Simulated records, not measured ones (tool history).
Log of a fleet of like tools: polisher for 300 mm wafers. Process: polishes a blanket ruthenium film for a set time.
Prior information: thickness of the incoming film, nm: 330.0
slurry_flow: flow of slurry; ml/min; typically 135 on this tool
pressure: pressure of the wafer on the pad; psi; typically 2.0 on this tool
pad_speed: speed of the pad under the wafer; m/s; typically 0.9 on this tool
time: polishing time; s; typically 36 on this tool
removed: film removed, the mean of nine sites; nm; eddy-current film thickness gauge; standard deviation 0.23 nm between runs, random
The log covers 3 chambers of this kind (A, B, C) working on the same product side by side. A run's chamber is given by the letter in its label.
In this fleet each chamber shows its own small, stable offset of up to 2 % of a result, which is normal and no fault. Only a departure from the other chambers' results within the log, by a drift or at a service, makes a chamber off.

run   hour  slurry_flow  pressure  pad_speed  time  wafers polished on this pad  hours since the slurry nozzle was cleaned  hours since the head pressure was calibrated  removed
 1C    7.9          135       2.0        0.9    36                          698                                      326.8                                         705.9   36.693
 2A   18.6          135       2.0        0.9    36                          964                                       80.6                                         608.4   36.991
 3B   29.0          135       2.0        0.9    36                          980                                      335.2                                         834.9   36.067
      34.4  -- chamber B: worn pad replaced by a new one
 4A   36.4          135       2.0        0.9    36                         1115                                       98.4                                         626.2   36.925
 5B   43.2          135       2.0        0.9    36                           75                                      349.4                                         849.1   36.159
 6C   54.0          135       1.7        0.9    36                         1089                                      372.9                                         752.0   31.393
 7A   63.4          135       1.7        0.9    36                         1344                                      125.4                                         653.2   31.321
 8C   71.0          135       1.7        0.9    36                         1233                                      389.9                                         769.0   30.924
 9B   79.1          135       2.0        0.9    36                          379                                      385.3                                         885.0   36.325
      81.2  -- chamber C: worn pad replaced by a new one
10C   88.0          135       2.0        0.9    36                           58                                      406.9                                         786.0   36.332
11A   95.2          135       2.0        0.9    36                         1613                                      157.2                                         685.0   36.756
     103.4  -- chamber B: slurry nozzle cleaned
     103.4  -- chamber A: worn pad replaced by a new one
12B  106.1          150       2.5        0.9    36                          608                                        2.7                                         912.0   46.590
13A  116.2          150       2.5        0.9    36                          109                                      178.2                                         706.0   46.889
14C  121.6          150       2.5        0.9    36                          343                                      440.5                                         819.6   46.844
15B  129.0          135       2.0        0.9    36                          802                                       25.6                                         934.9   36.508
16A  135.3          135       2.0        0.9    36                          271                                      197.3                                         725.1   36.266
17C  145.6          135       2.0        0.9    36                          546                                      464.5                                         843.6   36.627
18B  154.3          135       2.0        0.9    36                         1017                                       50.9                                         960.2   36.105
19C  160.2          135       2.0        0.9    36                          670                                      479.1                                         858.2   36.073
20A  165.2          135       2.0        0.9    36                          524                                      227.2                                         755.0   36.975
     169.8  -- chamber B: worn pad replaced by a new one
21B  176.1          135       2.0        0.9    36                           53                                       72.7                                         982.0   36.289
22C  184.1          135       2.0        0.9    36                          873                                      503.0                                         882.1   36.428
23B  189.7          135       2.0        0.9    36                          168                                       86.3                                         995.6   36.190
24A  200.7          135       2.0        0.9    36                          825                                      262.7                                         790.5   36.688
25C  211.1          135       2.6        0.9    36                         1102                                      530.0                                         909.1   46.733
     214.6  -- chamber C: worn pad replaced by a new one
26B  219.9          135       2.6        0.9    36                          425                                      116.5                                        1025.8   47.590
27A  230.2          135       2.6        0.9    36                         1075                                      292.2                                         820.0   48.342
28B  236.2          135       2.0        0.9    36                          563                                      132.8                                        1042.1   35.939
     237.2  -- chamber C: head pressure recalibrated
29C  242.4          135       2.0        0.9    36                          235                                      561.3                                           5.2   36.602

Is one chamber out of step, is the gauge drifting, or do the chambers differ by no more than their own small offsets? For an off chamber, give its letter and the likeliest cause.

No chamber stands off beyond its own small offset, and the gauge holds steady.

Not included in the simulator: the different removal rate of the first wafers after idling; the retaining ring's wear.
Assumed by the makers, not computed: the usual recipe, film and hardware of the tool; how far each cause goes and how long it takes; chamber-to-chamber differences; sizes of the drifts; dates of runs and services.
